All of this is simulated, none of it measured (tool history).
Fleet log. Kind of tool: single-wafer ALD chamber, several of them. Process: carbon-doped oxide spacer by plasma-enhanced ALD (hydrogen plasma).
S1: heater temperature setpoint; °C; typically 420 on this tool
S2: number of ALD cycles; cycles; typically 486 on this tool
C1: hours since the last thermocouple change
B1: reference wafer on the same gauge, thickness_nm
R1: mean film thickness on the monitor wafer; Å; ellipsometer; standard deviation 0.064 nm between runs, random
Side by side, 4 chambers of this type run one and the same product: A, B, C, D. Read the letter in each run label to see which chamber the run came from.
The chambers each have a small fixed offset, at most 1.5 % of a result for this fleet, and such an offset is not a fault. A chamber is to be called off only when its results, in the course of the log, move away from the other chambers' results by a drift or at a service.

run   hour   S1   S2      C1      B1      R1
 1A    8.5  420  486   652.8  24.784  226.47
 2C   19.9  420  486   729.4  24.813  227.18
 3D   29.0  420  486   915.8  24.785  231.89
 4B   40.3  420  486    79.8  24.816  227.52
 5A   47.0  420  486   691.3  24.800  227.87
 6B   53.6  420  486    93.1  24.790  227.96
 7C   62.4  420  486   771.9  24.808  227.29
 8D   71.3  406  486   958.1  24.792  241.33
 9B   77.1  406  486   116.6  24.817  238.13
10A   82.6  406  486   726.9  24.812  236.68
11C   89.0  406  486   798.5  24.810  237.39
12D  100.1  420  486   986.9  24.805  230.98
13C  107.3  420  486   816.8  24.796  228.22
14D  117.7  420  486  1004.5  24.777  231.35
15A  124.5  420  486   768.8  24.791  226.63
     130.2  -- chamber C: thermocouple changed; heater temperature recalibrated
16B  136.0  420  486   175.5  24.795  226.17
17C  144.0  420  486    13.8  24.798  227.11
18D  154.9  420  486  1041.7  24.793  231.07
19B  163.9  420  486   203.4  24.808  227.05
20A  172.9  420  486   817.2  24.794  227.30
21D  184.4  420  486  1071.2  24.810  231.38
22C  190.9  420  486    60.7  24.800  228.20
23A  198.2  411  569   842.5  24.798  272.95
24B  206.5  411  569   246.0  24.809  274.07
25A  213.1  411  569   857.4  24.802  273.78
26D  220.5  411  569  1107.3  24.828  279.07
27B  226.8  420  486   266.3  24.800  227.12
28C  235.4  413  408   105.2  24.792  194.28
29A  245.3  413  408   889.6  24.796  194.74
30C  253.3  413  408   123.1  24.796  194.57
31B  260.8  413  408   300.3  24.801  194.72
32D  271.7  429  443  1158.5  24.822  204.80
33A  278.0  429  443   922.3  24.790  201.14
34D  284.5  429  443  1171.3  24.800  205.49
35C  295.7  429  443   165.5  24.798  201.94
36B  305.7  420  486   345.2  24.779  227.98
37A  314.8  420  486   959.1  24.796  227.62
38D  321.6  420  486  1208.4  24.814  231.26
39C  327.5  420  486   197.3  24.788  228.28
40B  333.3  420  486   372.8  24.796  226.69

Read the log: is a single chamber off, either drifting away or since a service, is the gauge that measures every chamber drifting, or is nothing wrong beyond small per-chamber offsets? Name any odd chamber and what most likely caused it.

Neither any chamber nor the gauge drifts; the chambers differ only by their own small, steady offsets.
